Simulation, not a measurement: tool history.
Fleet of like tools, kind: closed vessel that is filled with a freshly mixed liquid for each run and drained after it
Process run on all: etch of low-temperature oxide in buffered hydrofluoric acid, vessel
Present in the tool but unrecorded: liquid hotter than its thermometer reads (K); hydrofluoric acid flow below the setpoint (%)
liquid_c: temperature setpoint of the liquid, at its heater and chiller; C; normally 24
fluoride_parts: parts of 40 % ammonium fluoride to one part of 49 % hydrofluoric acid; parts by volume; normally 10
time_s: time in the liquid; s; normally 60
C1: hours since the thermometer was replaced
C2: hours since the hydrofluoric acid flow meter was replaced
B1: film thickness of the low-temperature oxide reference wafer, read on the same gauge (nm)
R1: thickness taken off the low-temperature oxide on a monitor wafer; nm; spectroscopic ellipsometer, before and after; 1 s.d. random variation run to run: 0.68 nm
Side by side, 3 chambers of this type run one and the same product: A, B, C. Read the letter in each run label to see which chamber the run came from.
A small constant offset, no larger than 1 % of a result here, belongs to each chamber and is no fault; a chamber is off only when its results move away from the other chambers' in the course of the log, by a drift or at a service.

Run 1C, hour 15.2: usual settings; C1 227.7; C2 985.4; B1 110.01. Result: R1 185.12 nm.
Run 2B, hour 28.1: usual settings; C1 175.2; C2 691.3; B1 109.99. Result: R1 184.5 nm.
Run 3A, hour 37.8: usual settings; C1 424.1; C2 696.9; B1 109.99. Result: R1 182.79 nm.
Run 4C, hour 46.8: usual settings; C1 259.3; C2 1017; B1 110.01. Result: R1 185.66 nm.
Run 5A, hour 58.5: usual settings; C1 444.8; C2 717.6; B1 109.96. Result: R1 183.66 nm.
Run 6B, hour 67.4: usual settings; C1 214.5; C2 730.6; B1 110.04. Result: R1 185 nm.
Run 7A, hour 75.8: usual settings; C1 462.1; C2 734.9; B1 109.99. Result: R1 183.34 nm.
Run 8C, hour 86.4: usual settings; C1 298.9; C2 1056.6; B1 110.04. Result: R1 185.28 nm.
Run 9B, hour 98.9: usual settings; C1 246; C2 762.1; B1 110.02. Result: R1 184.13 nm.
Run 10B, hour 108.4: usual settings; C1 255.5; C2 771.6; B1 109.98. Result: R1 184.4 nm.
Run 11A, hour 121.7: usual settings; C1 508; C2 780.8; B1 110.01. Result: R1 182.43 nm.
Run 12C, hour 136.2: usual settings; C1 348.7; C2 1106.4; B1 109.99. Result: R1 185.68 nm.
Run 13A, hour 147.7: usual settings; C1 534; C2 806.8; B1 109.98. Result: R1 184.47 nm.
Run 14C, hour 160.4: usual settings; C1 372.9; C2 1130.6; B1 110. Result: R1 184.84 nm.
Run 15B, hour 169.9: usual settings but liquid_c 19.5 C, time_s 95 s; C1 317; C2 833.1; B1 110.02. Result: R1 227.76 nm.
Run 16A, hour 185.2: usual settings but liquid_c 19.5 C, time_s 95 s; C1 571.5; C2 844.3; B1 110.03. Result: R1 227.27 nm.
Run 17C, hour 199.7: usual settings but liquid_c 19.5 C, time_s 95 s; C1 412.2; C2 1169.9; B1 109.99. Result: R1 227.88 nm.
Run 18B, hour 208.7: usual settings; C1 355.8; C2 871.9; B1 109.97. Result: R1 183.99 nm.
Run 19C, hour 224: usual settings but fluoride_parts 7 parts by volume; C1 436.5; C2 1194.2; B1 109.95. Result: R1 258.64 nm.
Run 20A, hour 230.6: usual settings but fluoride_parts 7 parts by volume; C1 616.9; C2 889.7; B1 110.02. Result: R1 255.45 nm.
Run 21B, hour 239.1: usual settings but fluoride_parts 7 parts by volume; C1 386.2; C2 902.3; B1 110.04. Result: R1 258.49 nm.

Is one chamber out of step, is the gauge drifting, or do the chambers differ by no more than their own small offsets? For an off chamber, give its letter and the likeliest cause.

All chambers stay in line apart from their small fixed offsets, and the gauge does not drift.
